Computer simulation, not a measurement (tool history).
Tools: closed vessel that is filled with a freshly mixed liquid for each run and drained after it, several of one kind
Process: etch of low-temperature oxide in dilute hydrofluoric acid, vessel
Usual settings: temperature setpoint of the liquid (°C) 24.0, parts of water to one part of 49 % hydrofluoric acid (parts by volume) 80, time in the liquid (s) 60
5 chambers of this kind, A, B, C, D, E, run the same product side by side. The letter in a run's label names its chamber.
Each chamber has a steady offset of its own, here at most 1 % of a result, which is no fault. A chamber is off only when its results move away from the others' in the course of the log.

| run | hour | temperature setpoint of the liquid (°C) | parts of water to one part of 49 % hydrofluoric acid (parts by volume) | time in the liquid (s) | hours since the thermometer was replaced | hours since the hydrofluoric acid flow meter was replaced | read-back film thickness of the low-temperature oxide reference wafer, read on the same gauge (nm) | thickness taken off the low-temperature oxide on a monitor wafer (angstrom) |
|---|---|---|---|---|---|---|---|---|
| 1D | 6.0 | 24.0 | 80 | 60 | 2707.3 | 299.2 | 150.00 | 90.622 |
| 2B | 15.2 | 24.0 | 80 | 60 | 20.1 | 1685.4 | 150.00 | 91.254 |
| 3C | 23.0 | 24.0 | 80 | 60 | 172.3 | 1787.8 | 149.99 | 90.829 |
| 4E | 30.7 | 24.0 | 80 | 60 | 317.6 | 531.4 | 150.00 | 93.169 |
|  | 32.9 | chamber B: hydrofluoric acid flow meter replaced |
|  | 33.5 | chamber D: thermometer replaced |
| 5A | 41.1 | 24.0 | 80 | 60 | 856.6 | 93.7 | 149.99 | 93.178 |
| 6D | 49.8 | 24.0 | 80 | 60 | 16.3 | 343.0 | 150.01 | 92.102 |
| 7E | 56.4 | 24.0 | 80 | 60 | 343.3 | 557.1 | 150.01 | 93.373 |
| 8B | 62.8 | 24.0 | 80 | 60 | 67.7 | 29.9 | 150.02 | 91.230 |
| 9C | 73.2 | 24.0 | 80 | 60 | 222.5 | 1838.0 | 150.01 | 92.373 |
| 10A | 80.9 | 24.0 | 80 | 60 | 896.4 | 133.5 | 150.00 | 93.238 |
| 11B | 90.5 | 24.0 | 80 | 60 | 95.4 | 57.6 | 150.01 | 93.106 |
| 12E | 97.5 | 24.0 | 80 | 60 | 384.4 | 598.2 | 149.99 | 93.001 |
| 13C | 108.0 | 24.0 | 80 | 60 | 257.3 | 1872.8 | 150.00 | 92.333 |
| 14D | 118.0 | 24.0 | 80 | 60 | 84.5 | 411.2 | 150.00 | 90.838 |
| 15A | 125.8 | 28.5 | 55 | 60 | 941.3 | 178.4 | 149.99 | 167.210 |
| 16C | 136.0 | 28.5 | 55 | 60 | 285.3 | 1900.8 | 150.01 | 161.560 |
| 17A | 143.9 | 28.5 | 55 | 60 | 959.4 | 196.5 | 150.01 | 167.650 |
| 18B | 153.0 | 28.5 | 55 | 60 | 157.9 | 120.1 | 149.99 | 166.000 |
| 19D | 158.2 | 28.5 | 55 | 60 | 124.7 | 451.4 | 150.02 | 162.920 |
| 20E | 168.0 | 24.0 | 80 | 60 | 454.9 | 668.7 | 150.00 | 88.621 |
| 21C | 176.2 | 24.0 | 80 | 60 | 325.5 | 1941.0 | 149.99 | 92.898 |
| 22B | 181.5 | 24.0 | 80 | 60 | 186.4 | 148.6 | 149.98 | 91.104 |
| 23E | 188.9 | 24.0 | 80 | 60 | 475.8 | 689.6 | 150.00 | 88.235 |
| 24A | 197.7 | 24.0 | 80 | 60 | 1013.2 | 250.3 | 150.00 | 93.202 |
| 25D | 206.4 | 24.0 | 80 | 60 | 172.9 | 499.6 | 150.00 | 91.324 |
| 26A | 212.3 | 24.0 | 80 | 60 | 1027.8 | 264.9 | 149.99 | 91.003 |
| 27E | 221.9 | 19.0 | 45 | 60 | 508.8 | 722.6 | 150.01 | 131.960 |
| 28B | 232.5 | 19.0 | 45 | 60 | 237.4 | 199.6 | 149.99 | 138.490 |
| 29C | 242.4 | 19.0 | 45 | 60 | 391.7 | 2007.2 | 149.98 | 138.010 |
| 30D | 250.9 | 19.0 | 45 | 60 | 217.4 | 544.1 | 150.00 | 138.210 |
| 31D | 259.2 | 19.0 | 45 | 60 | 225.7 | 552.4 | 150.01 | 135.260 |
| 32A | 265.4 | 24.0 | 80 | 60 | 1080.9 | 318.0 | 150.02 | 91.197 |
| 33E | 272.7 | 24.0 | 80 | 60 | 559.6 | 773.4 | 150.01 | 83.873 |

All 5 chambers run these settings next. Forecast each chamber's results:
| 34A | 280.4 | 24.0 | 80 | 60 |  |  |  | ? |
| 34B | 280.4 | 24.0 | 80 | 60 |  |  |  | ? |
| 34C | 280.4 | 24.0 | 80 | 60 |  |  |  | ? |
| 34D | 280.4 | 24.0 | 80 | 60 |  |  |  | ? |
| 34E | 280.4 | 24.0 | 80 | 60 |  |  |  | ? |

| run | thickness taken off the low-temperature oxide on a monitor wafer (angstrom) |
|---|---|
| 34A | 91.496 |
| 34B | 91.094 |
| 34C | 91.809 |
| 34D | 92.268 |
| 34E | 81.671 |

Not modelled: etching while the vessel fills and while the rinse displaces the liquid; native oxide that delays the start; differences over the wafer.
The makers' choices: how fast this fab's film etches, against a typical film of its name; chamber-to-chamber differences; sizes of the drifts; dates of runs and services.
